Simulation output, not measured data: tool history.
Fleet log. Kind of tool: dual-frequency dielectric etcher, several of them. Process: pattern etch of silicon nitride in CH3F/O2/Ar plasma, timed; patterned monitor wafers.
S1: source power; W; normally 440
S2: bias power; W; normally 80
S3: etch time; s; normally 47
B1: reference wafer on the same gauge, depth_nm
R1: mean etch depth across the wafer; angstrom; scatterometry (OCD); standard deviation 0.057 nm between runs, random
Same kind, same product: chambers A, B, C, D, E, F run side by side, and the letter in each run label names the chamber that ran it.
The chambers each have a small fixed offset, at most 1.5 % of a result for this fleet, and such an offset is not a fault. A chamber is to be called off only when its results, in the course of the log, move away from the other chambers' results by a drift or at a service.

Run 1E, hour 7.3: usual settings; B1 32.702. Result: R1 352.4 angstrom.
Run 2C, hour 13.8: usual settings; B1 32.713. Result: R1 355.65 angstrom.
Run 3D, hour 20.4: usual settings; B1 32.726. Result: R1 358.49 angstrom.
At hour 26.4: chamber C: wet clean of the chamber.
Run 4A, hour 26.6: usual settings; B1 32.728. Result: R1 357.33 angstrom.
Run 5B, hour 30.4: usual settings; B1 32.725. Result: R1 357.05 angstrom.
Run 6F, hour 37.3: usual settings; B1 32.735. Result: R1 351.39 angstrom.
Run 7B, hour 41.1: usual settings; B1 32.736. Result: R1 355.69 angstrom.
Run 8C, hour 46.5: usual settings but S2 94 W, S3 37.5 s; B1 32.746. Result: R1 300.1 angstrom.
Run 9E, hour 51: usual settings but S2 94 W, S3 37.5 s; B1 32.75. Result: R1 299 angstrom.
Run 10A, hour 58.2: usual settings but S2 94 W, S3 37.5 s; B1 32.763. Result: R1 303.53 angstrom.
Run 11F, hour 62.9: usual settings but S2 94 W, S3 37.5 s; B1 32.761. Result: R1 297.8 angstrom.
Run 12D, hour 68.1: usual settings but S2 94 W, S3 37.5 s; B1 32.762. Result: R1 302.48 angstrom.
Run 13A, hour 74.8: usual settings but S2 94 W, S3 37.5 s; B1 32.76. Result: R1 303.67 angstrom.
Run 14F, hour 79.1: usual settings; B1 32.768. Result: R1 351.56 angstrom.
Run 15C, hour 87.3: usual settings but S2 100 W; B1 32.768. Result: R1 385.23 angstrom.
Run 16B, hour 95.1: usual settings but S2 100 W; B1 32.779. Result: R1 387.36 angstrom.
At hour 98.4: chamber F: source power generator calibrated.
Run 17D, hour 101: usual settings but S2 100 W; B1 32.795. Result: R1 386.34 angstrom.
At hour 101.6: chamber B: wet clean of the chamber.
Run 18E, hour 105.7: usual settings but S2 100 W; B1 32.799. Result: R1 383.84 angstrom.
Run 19F, hour 109.7: usual settings but S2 100 W; B1 32.788. Result: R1 381.46 angstrom.
Run 20A, hour 116.7: usual settings but S2 100 W; B1 32.797. Result: R1 388.92 angstrom.
Run 21C, hour 124.4: usual settings but S1 490 W, S2 86 W; B1 32.805. Result: R1 380.84 angstrom.
Run 22B, hour 130.1: usual settings but S1 490 W, S2 86 W; B1 32.812. Result: R1 381.54 angstrom.
Run 23E, hour 133.8: usual settings but S1 490 W, S2 86 W; B1 32.817. Result: R1 378.52 angstrom.
Run 24D, hour 138.7: usual settings but S1 490 W, S2 86 W; B1 32.819. Result: R1 382.95 angstrom.
Run 25B, hour 145.3: usual settings but S1 490 W, S2 86 W; B1 32.814. Result: R1 382.83 angstrom.
Run 26D, hour 149.2: usual settings but S1 490 W, S2 86 W; B1 32.829. Result: R1 383 angstrom.
Run 27A, hour 156: usual settings; B1 32.841. Result: R1 359.45 angstrom.
Run 28E, hour 160.3: usual settings; B1 32.842. Result: R1 355.18 angstrom.
At hour 161.9: chamber D: source power generator calibrated.
At hour 164.5: chamber F: wet clean of the chamber.
Run 29F, hour 166.9: usual settings; B1 32.833. Result: R1 352.7 angstrom.
Run 30C, hour 172.4: usual settings; B1 32.856. Result: R1 357.45 angstrom.
Run 31F, hour 176.6: usual settings; B1 32.85. Result: R1 353.43 angstrom.
Run 32A, hour 184.8: usual settings; B1 32.868. Result: R1 359.97 angstrom.
Run 33D, hour 191.6: usual settings; B1 32.858. Result: R1 359.09 angstrom.
Run 34B, hour 199.7: usual settings; B1 32.876. Result: R1 359.06 angstrom.
Run 35C, hour 206.9: usual settings; B1 32.884. Result: R1 356.96 angstrom.
Run 36E, hour 213.6: usual settings but S2 70 W; B1 32.869. Result: R1 339.93 angstrom.
Run 37E, hour 217.5: usual settings but S2 70 W; B1 32.906. Result: R1 340.3 angstrom.
Run 38C, hour 222.4: usual settings but S2 70 W; B1 32.904. Result: R1 340.45 angstrom.
Run 39D, hour 230.6: usual settings but S2 70 W; B1 32.894. Result: R1 343.63 angstrom.
Run 40B, hour 238.2: usual settings but S2 70 W; B1 32.897. Result: R1 342.62 angstrom.
Run 41A, hour 241.8: usual settings but S2 70 W; B1 32.89. Result: R1 343.81 angstrom.
Run 42F, hour 246.3: usual settings; B1 32.907. Result: R1 353.57 angstrom.

Which is it: a chamber that has drifted or been left off by a service, a gauge drift common to all chambers, or only each chamber's usual small offset? If a chamber is off, name it and its likeliest cause.

The shared gauge is drifting. All chambers look as if they move in step, but none is off.
What lies behind it: gauge reads high (%) = 0.66.

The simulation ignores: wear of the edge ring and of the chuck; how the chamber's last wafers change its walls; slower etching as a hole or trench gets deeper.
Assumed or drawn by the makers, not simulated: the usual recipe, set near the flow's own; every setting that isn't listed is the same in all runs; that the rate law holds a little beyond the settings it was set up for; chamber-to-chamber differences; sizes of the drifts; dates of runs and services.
